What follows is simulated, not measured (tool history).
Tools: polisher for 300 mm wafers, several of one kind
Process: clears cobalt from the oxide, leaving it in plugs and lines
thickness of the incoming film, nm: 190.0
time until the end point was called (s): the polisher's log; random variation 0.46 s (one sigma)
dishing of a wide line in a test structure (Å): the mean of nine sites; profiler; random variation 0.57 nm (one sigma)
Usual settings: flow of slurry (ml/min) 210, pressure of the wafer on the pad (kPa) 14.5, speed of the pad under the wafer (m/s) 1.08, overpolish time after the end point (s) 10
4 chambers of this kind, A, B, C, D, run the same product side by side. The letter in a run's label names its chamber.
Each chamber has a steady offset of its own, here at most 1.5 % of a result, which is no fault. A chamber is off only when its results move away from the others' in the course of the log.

run   hour  flow of slurry (ml/min)  pressure of the wafer on the pad (kPa)  speed of the pad under the wafer (m/s)  overpolish time after the end point (s)  wafers polished on this pad  hours since the slurry nozzle was cleaned  hours since the head pressure was calibrated  time until the end point was called (s)  dishing of a wide line in a test structure (Å)
 1B    5.3                      210                                    14.5                                    1.08                                       10                          149                                        5.6                                         192.1                                   32.525                                          245.76
 2C    8.4                      210                                    14.5                                    1.08                                       10                          276                                       49.4                                         802.8                                   33.667                                          240.75
 3D   13.3                      210                                    14.5                                    1.08                                       10                          908                                       90.1                                           614                                   33.154                                          234.57
 4A   20.3                      210                                    14.5                                    1.08                                       10                          827                                      200.1                                         228.5                                    32.72                                          228.18
 5D   25.2                      210                                    17.9                                    1.08                                       10                         1036                                        102                                         625.9                                    27.53                                          241.64
 6B   29.4                      210                                    17.9                                    1.08                                       10                          407                                       29.7                                         216.2                                    26.56                                          239.32
      29.7  -- chamber D: worn pad replaced by a new one
 7C   36.2                      210                                    17.9                                    1.08                                       10                          574                                       77.2                                         830.6                                   27.055                                          253.19
 8A   41.6                      210                                    17.9                                    1.08                                       10                         1056                                      221.4                                         249.8                                   26.783                                           240.9
 9C   45.8                      210                                    14.5                                    1.08                                       10                          677                                       86.8                                         840.2                                   32.754                                          236.42
10D   49.5                      210                                    14.5                                    1.08                                       10                          212                                      126.3                                         650.2                                   33.937                                          215.67
      50.6  -- chamber A: slurry nozzle cleaned
11A   55.9                      210                                    14.5                                    1.08                                       10                         1209                                        5.3                                         264.1                                   33.676                                          234.09
12B   61.3                      210                                    15.9                                    1.08                                        5                          750                                       61.6                                         248.1                                   30.954                                          182.18
13B   67.1                      210                                    15.9                                    1.08                                        5                          812                                       67.4                                         253.9                                   29.653                                          187.68
14D   71.1                      210                                    15.9                                    1.08                                        5                          444                                      147.9                                         671.8                                   30.391                                          172.75
15C   77.6                      210                                    15.9                                    1.08                                        5                         1019                                      118.6                                           872                                   29.651                                          181.05
16A   81.2                      210                                    14.5                                    1.08                                       10                         1481                                       30.6                                         289.4                                   34.219                                          227.64
17A   86.7                      210                                    14.5                                    1.08                                       10                         1540                                       36.1                                         294.9                                   34.068                                          230.11
18D   92.2                      210                                    14.5                                    1.08                                       10                          671                                        169                                         692.9                                   32.978                                          229.78
19C   98.3                      210                                    14.5                                    1.08                                       10                         1241                                      139.3                                         892.7                                   32.227                                          237.14
20B  104.1                      210                                      11                                    1.08                                       14                         1210                                      104.4                                         290.9                                   42.818                                          233.24
21C  108.5                      210                                      11                                    1.08                                       14                         1351                                      149.5                                         902.9                                   43.067                                          238.12
     110.9  -- chamber C: worn pad replaced by a new one
22D  114.8                      210                                      11                                    1.08                                       14                          914                                      191.6                                         715.5                                    43.53                                          228.54
     117.6  -- chamber D: worn pad replaced by a new one
23B  118.8                      210                                      11                                    1.08                                       14                         1368                                      119.1                                         305.6                                   44.094                                          237.77
24A  124.7                      210                                    14.5                                     0.9                                       10                         1948                                       74.1                                         332.9                                   41.651                                          205.53
     128.2  -- chamber B: worn pad replaced by a new one
25C  130.3                      210                                    14.5                                     0.9                                       10                          209                                      171.3                                         924.7                                   39.511                                          227.12
26B  134.1                      210                                    14.5                                     0.9                                       10                           63                                      134.4                                         320.9                                   40.216                                          216.99
27D  140.1                      210                                    14.5                                     0.9                                       10                          242                                      216.9                                         740.8                                   39.588                                          223.46
28A  145.4                      210                                    14.5                                    1.08                                       10                         2171                                       94.8                                         353.6                                   35.016                                          220.42
29D  150.3                      210                                    14.5                                    1.08                                       10                          352                                      227.1                                           751                                   32.468                                          218.14
30C  156.7                      210                                    14.5                                    1.08                                       10                          492                                      197.7                                         951.1                                   33.196                                          229.87
31B  161.8                      210                                    14.5                                    1.08                                       10                          360                                      162.1                                         348.6                                   32.655                                          233.42
32A  166.5                      210                                    14.5                                    1.08                                       10                         2397                                      115.9                                         374.7                                   35.794                                          222.21
33C  169.7                      210                                    14.5                                    1.08                                       10                          632                                      210.7                                         964.1                                   32.619                                          223.48
34D  173.4                      210                                    14.5                                    1.08                                       10                          600                                      250.2                                         774.1                                   32.777                                          231.29
35A  179.1                      210                                    14.5                                    1.08                                       10                         2533                                      128.5                                         387.3                                    36.69                                          226.95
36B  183.5                      210                                    14.5                                    1.08                                       10                          594                                      183.8                                         370.3                                   33.059                                          233.41

All 4 chambers run these settings next. Forecast each chamber's results:
37A  188.5                      210                                    14.5                                    1.36                                       10                                                                                                                                                              ?                                               ?
37B  188.5                      210                                    14.5                                    1.36                                       10                                                                                                                                                              ?                                               ?
37C  188.5                      210                                    14.5                                    1.36                                       10                                                                                                                                                              ?                                               ?
37D  188.5                      210                                    14.5                                    1.36                                       10                                                                                                                                                              ?                                               ?

run  time until the end point was called (s)  dishing of a wide line in a test structure (Å)
37A                                   29.418                                          239.83
37B                                   26.764                                          247.07
37C                                   26.744                                          245.43
37D                                   26.467                                          239.72

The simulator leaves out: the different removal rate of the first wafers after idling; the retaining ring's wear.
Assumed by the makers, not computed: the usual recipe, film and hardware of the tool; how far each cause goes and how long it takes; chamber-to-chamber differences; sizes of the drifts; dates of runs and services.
